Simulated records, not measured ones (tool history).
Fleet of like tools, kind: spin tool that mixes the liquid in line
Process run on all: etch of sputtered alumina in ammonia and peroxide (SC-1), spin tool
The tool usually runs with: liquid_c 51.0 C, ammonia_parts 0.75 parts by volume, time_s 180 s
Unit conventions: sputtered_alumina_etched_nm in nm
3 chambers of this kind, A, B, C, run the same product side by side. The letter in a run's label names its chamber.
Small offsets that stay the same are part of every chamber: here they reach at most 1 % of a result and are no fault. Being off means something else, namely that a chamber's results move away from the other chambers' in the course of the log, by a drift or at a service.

run	day	liquid_c	ammonia_parts	time_s	read-back film thickness of the sputtered alumina reference wafer, read on the same gauge (nm)	sputtered_alumina_etched_nm
1A	0.200	51.0	0.75	180	39.988	12.1150
2B	0.462	51.0	0.75	180	40.029	12.1200
# day 0.483: chamber B: new drum of ammonia solution connected
3C	0.842	51.0	0.75	180	40.016	12.1840
4C	1.142	51.0	0.75	180	40.029	12.2080
5A	1.467	51.0	0.75	180	40.001	12.1470
6B	1.846	51.0	0.75	180	40.042	12.0770
7C	2.067	51.0	0.75	180	39.992	12.0980
8A	2.325	51.0	0.75	180	40.051	12.0640
9B	2.704	51.0	0.75	180	39.976	12.2170
10B	2.958	51.0	0.75	180	40.046	12.2380
11A	3.325	51.0	0.75	180	39.984	11.6260
12C	3.567	51.0	0.75	180	40.004	12.2430
# day 3.954: chamber B: ammonia flow meter replaced
13B	3.954	51.0	0.75	180	39.984	12.2010
14A	4.200	51.0	0.75	180	40.007	11.6990
15C	4.412	51.0	0.75	180	39.964	12.1430
16C	4.758	51.0	0.75	180	40.024	11.8990
17A	5.158	41.5	1.10	180	40.003	6.9711
18B	5.467	41.5	1.10	180	39.995	7.2713
19B	5.658	41.5	1.10	180	40.005	7.1923
# day 5.846: chamber C: new drum of ammonia solution connected
20A	5.942	51.0	0.75	180	39.996	11.1320
21C	6.267	51.0	0.75	180	39.996	11.8270

One chamber off, gauge drift, or nothing amiss beyond the chambers' own small offsets? If it is a chamber, which one, and what is the likeliest cause?

One chamber, A, drifts off from the rest bit by bit.
Cause: temperature lost on the way to the wafer (K) = 1.91.
Not necessarily distinguishable in this log from: liquid colder than its thermometer reads (K).

Below are 4 candidate recipes for chamber A's next run, each the usual settings with a change, their results shown as question marks. Which of them brings A's results back in line with what the other chambers give on the usual settings?
In-line tolerance around the mean of the other chambers on the usual settings: sputtered_alumina_etched_nm 0.3900 nm
22A-1	6.554	49.5	0.75	160		?
22A-2	6.554	52.5	0.75	200		?
22A-3	6.554	50.5	0.75	170		?
22A-4	6.554	51.0	0.75	195		?

Average result of the remaining chambers running the usual settings: sputtered_alumina_etched_nm 12.1280 nm
run	sputtered_alumina_etched_nm
22A-1	9.0586
22A-2	13.3750
22A-3	10.1760
22A-4	12.0010
22A-4 brings the chamber back in line.

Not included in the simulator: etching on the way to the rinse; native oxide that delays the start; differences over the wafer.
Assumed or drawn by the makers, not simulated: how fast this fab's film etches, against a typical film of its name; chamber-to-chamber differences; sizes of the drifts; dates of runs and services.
